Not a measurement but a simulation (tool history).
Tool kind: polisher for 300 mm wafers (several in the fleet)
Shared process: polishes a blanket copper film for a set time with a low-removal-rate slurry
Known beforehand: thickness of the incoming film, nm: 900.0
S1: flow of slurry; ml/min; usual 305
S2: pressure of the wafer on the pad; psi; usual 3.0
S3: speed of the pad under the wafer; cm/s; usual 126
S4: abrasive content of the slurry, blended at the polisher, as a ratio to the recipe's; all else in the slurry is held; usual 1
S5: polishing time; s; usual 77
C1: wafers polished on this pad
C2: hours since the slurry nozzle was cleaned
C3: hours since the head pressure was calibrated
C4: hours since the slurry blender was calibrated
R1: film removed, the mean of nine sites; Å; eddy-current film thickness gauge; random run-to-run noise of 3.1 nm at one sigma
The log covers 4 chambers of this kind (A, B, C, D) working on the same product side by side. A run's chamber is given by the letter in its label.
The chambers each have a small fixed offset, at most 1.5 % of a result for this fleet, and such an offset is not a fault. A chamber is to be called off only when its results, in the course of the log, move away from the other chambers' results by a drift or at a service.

run	hour	S1	S2	S3	S4	S5	C1	C2	C3	C4	R1
# hour 7.3: chamber D: worn pad replaced by a new one
1D	9.2	305	3.0	126	1	77	23	150.9	935.9	56.6	2631.5
# hour 17.5: chamber B: slurry blender recalibrated
2B	19.3	305	3.0	126	1	77	237	478.3	352.0	1.8	2678.8
# hour 22.5: chamber A: head pressure recalibrated
# hour 23.4: chamber C: worn pad replaced by a new one
# hour 29.4: chamber A: worn pad replaced by a new one
3A	30.4	305	3.0	126	1	77	13	633.9	8.0	51.2	2616.5
# hour 31.2: chamber C: slurry blender recalibrated
# hour 36.8: chamber A: slurry nozzle cleaned
4C	43.8	305	3.0	126	1	77	249	112.4	780.2	12.7	2606.6
5A	54.5	305	3.0	126	1	77	307	17.8	32.1	75.3	2596.0
6B	60.8	305	3.0	126	1	77	743	519.8	393.5	43.3	2690.2
# hour 64.0: chamber D: worn pad replaced by a new one
# hour 70.5: chamber B: worn pad replaced by a new one
7C	74.3	305	3.0	126	1	77	621	142.9	810.7	43.2	2653.7
# hour 75.7: chamber A: worn pad replaced by a new one
8D	81.6	305	3.0	126	1	77	215	223.3	1008.3	129.0	2670.2
9D	90.4	305	3.0	126	1	77	322	232.1	1017.1	137.8	2679.0
10A	98.4	305	2.0	126	1	77	277	61.7	76.0	119.2	1788.5
# hour 98.9: chamber D: head pressure recalibrated
# hour 99.5: chamber A: slurry blender recalibrated
11B	112.0	305	2.0	126	1	77	506	571.0	444.7	94.5	1777.3
# hour 114.3: chamber D: worn pad replaced by a new one
12C	118.8	305	2.0	126	1	77	1164	187.4	855.2	87.7	1730.4
# hour 122.2: chamber B: slurry blender recalibrated
# hour 123.8: chamber A: worn pad replaced by a new one
13B	131.6	305	2.0	126	1	77	746	590.6	464.3	9.5	1755.6
# hour 138.5: chamber B: worn pad replaced by a new one
14C	145.3	305	3.0	126	1	77	1487	213.9	881.7	114.2	2647.7
# hour 152.1: chamber C: worn pad replaced by a new one
15D	154.7	345	3.0	126	1	59	493	296.4	55.8	202.1	2071.8
# hour 160.1: chamber D: worn pad replaced by a new one
16A	162.9	345	3.0	126	1	59	477	126.2	140.5	63.5	2070.5
# hour 163.8: chamber B: slurry nozzle cleaned
17D	169.5	345	3.0	126	1	59	114	311.2	70.6	216.9	2072.1
# hour 177.9: chamber A: worn pad replaced by a new one
18C	181.6	345	3.0	126	1	59	360	250.2	918.0	150.5	2042.0
# hour 188.1: chamber C: head pressure recalibrated
19A	188.2	305	3.0	126	1	77	126	151.5	165.8	88.8	2675.0
# hour 195.4: chamber C: slurry blender recalibrated
20B	199.2	305	3.0	126	1	77	741	35.5	531.9	77.1	2682.2
# hour 205.7: chamber D: worn pad replaced by a new one
21B	212.9	305	3.0	126	1	77	908	49.2	545.6	90.8	2719.0
# hour 213.2: chamber A: slurry blender recalibrated
# hour 214.9: chamber B: worn pad replaced by a new one
# hour 222.7: chamber A: worn pad replaced by a new one
22D	223.6	375	3.0	126	1	77	219	365.3	124.7	271.0	2744.2
23A	231.0	375	3.0	126	1	77	101	194.3	208.6	17.8	2696.2
24C	240.9	375	3.0	126	1	77	1084	309.5	52.9	45.6	2682.9
# hour 247.0: chamber B: slurry blender recalibrated
25B	252.3	375	3.0	126	1	77	457	88.6	585.0	5.4	2683.5

Read the log: is a single chamber off, either drifting away or since a service, is the gauge that measures every chamber drifting, or is nothing wrong beyond small per-chamber offsets? Name any odd chamber and what most likely caused it.

Neither any chamber nor the gauge drifts; the chambers differ only by their own small, steady offsets.
